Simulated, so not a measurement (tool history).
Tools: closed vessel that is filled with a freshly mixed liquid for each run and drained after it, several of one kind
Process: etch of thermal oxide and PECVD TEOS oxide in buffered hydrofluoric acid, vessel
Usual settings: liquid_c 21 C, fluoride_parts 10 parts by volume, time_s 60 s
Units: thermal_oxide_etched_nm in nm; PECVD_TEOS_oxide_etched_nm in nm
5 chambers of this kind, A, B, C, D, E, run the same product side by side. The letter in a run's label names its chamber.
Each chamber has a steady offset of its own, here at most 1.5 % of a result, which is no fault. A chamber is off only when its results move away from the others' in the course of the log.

run	hour	liquid_c	fluoride_parts	time_s	hours since the thermometer was replaced	hours since the hydrofluoric acid flow meter was replaced	read-back film thickness of the thermal oxide reference wafer, read on the same gauge (nm)	read-back film thickness of the PECVD TEOS oxide reference wafer, read on the same gauge (nm)	thermal_oxide_etched_nm	PECVD_TEOS_oxide_etched_nm
1D	10.2	21	10	60	1026.8	643.1	39.991	30.053	57.04	75.667
2E	20.2	21	10	60	236	83.2	39.97	30.022	59.025	76.404
3A	28.7	21	10	60	1459.4	535	40.02	30.03	58.655	76.99
4C	40.1	21	10	60	1593.2	1225.7	39.966	30.025	57.626	76.815
# hour 45.9: chamber D: thermometer replaced
5B	53.2	24	10	80	2029.8	58.1	39.992	30.015	90.648	120.33
6B	62.6	24	10	80	2039.2	67.5	40.016	29.999	90.797	121.24
7A	74	24	10	80	1504.7	580.3	39.992	30.021	92.351	121.39
8D	82.2	24	10	80	36.4	715.1	39.994	29.994	91.304	119.58
9C	90.9	24	10	80	1644	1276.5	39.997	30.016	91.471	120.59
10E	97.8	21	10	60	313.6	160.8	39.975	29.986	58.377	76.521
# hour 98.5: chamber A: hydrofluoric acid flow meter replaced
11D	106.4	21	10	60	60.6	739.3	39.996	30.011	58.341	75.721
12A	119.8	25.5	10	60	1550.5	21.4	40.028	29.999	72.421	97.702
13B	127.1	25.5	10	60	2103.7	132	39.978	29.984	73.57	97.617
14C	133	25.5	10	60	1686.1	1318.6	39.999	29.97	73.722	97.606
15E	143.4	25.5	10	60	359.2	206.4	39.993	30.029	75.422	97.406
16C	156.3	25.5	10	60	1709.4	1341.9	39.997	29.982	74.395	97.527
17D	162.1	21	10	60	116.3	795	40.007	30.015	56.966	76.037
18B	172.4	18	10	60	2149	177.3	39.993	30.037	48.366	64.548
# hour 179.6: chamber C: hydrofluoric acid flow meter replaced
19E	180.2	18	10	60	396	243.2	39.987	30.02	48.525	64.704
20A	189.3	18	10	60	1620	90.9	39.978	30.027	50.117	65.003
21D	197.6	18	10	60	151.8	830.5	40.025	29.99	48.724	64.278
22A	205.9	18	10	60	1636.6	107.5	40.036	29.991	48.742	65.31
23C	219	21	10	60	1772.1	39.4	40.018	30.007	58.28	76.061
24B	232.4	21	10	60	2209	237.3	39.977	30.003	57.889	76.343
25E	242.1	21	10	60	457.9	305.1	40.001	29.998	58.185	76.105
26D	249.1	21	10	60	203.3	882	40.009	30.009	57.785	76.21
27E	256.7	21	11.5	80	472.5	319.7	39.998	29.977	67.421	89.076
28C	266.9	21	11.5	80	1820	87.3	40.009	29.987	68.379	88.634
29A	276.3	21	11.5	80	1707	177.9	40.043	30.015	67.991	89.424
30B	283.7	21	11.5	80	2260.3	288.6	40.009	29.974	67.2	88.796

All 5 chambers run these settings next. Forecast each chamber's results:
31A	293.3	21	13.5	60					?	?
31B	293.3	21	13.5	60					?	?
31C	293.3	21	13.5	60					?	?
31D	293.3	21	13.5	60					?	?
31E	293.3	21	13.5	60					?	?

run	thermal_oxide_etched_nm	PECVD_TEOS_oxide_etched_nm
31A	43.59	56.651
31B	41.974	56.774
31C	43.614	56.991
31D	42.463	56.534
31E	43.144	57.348
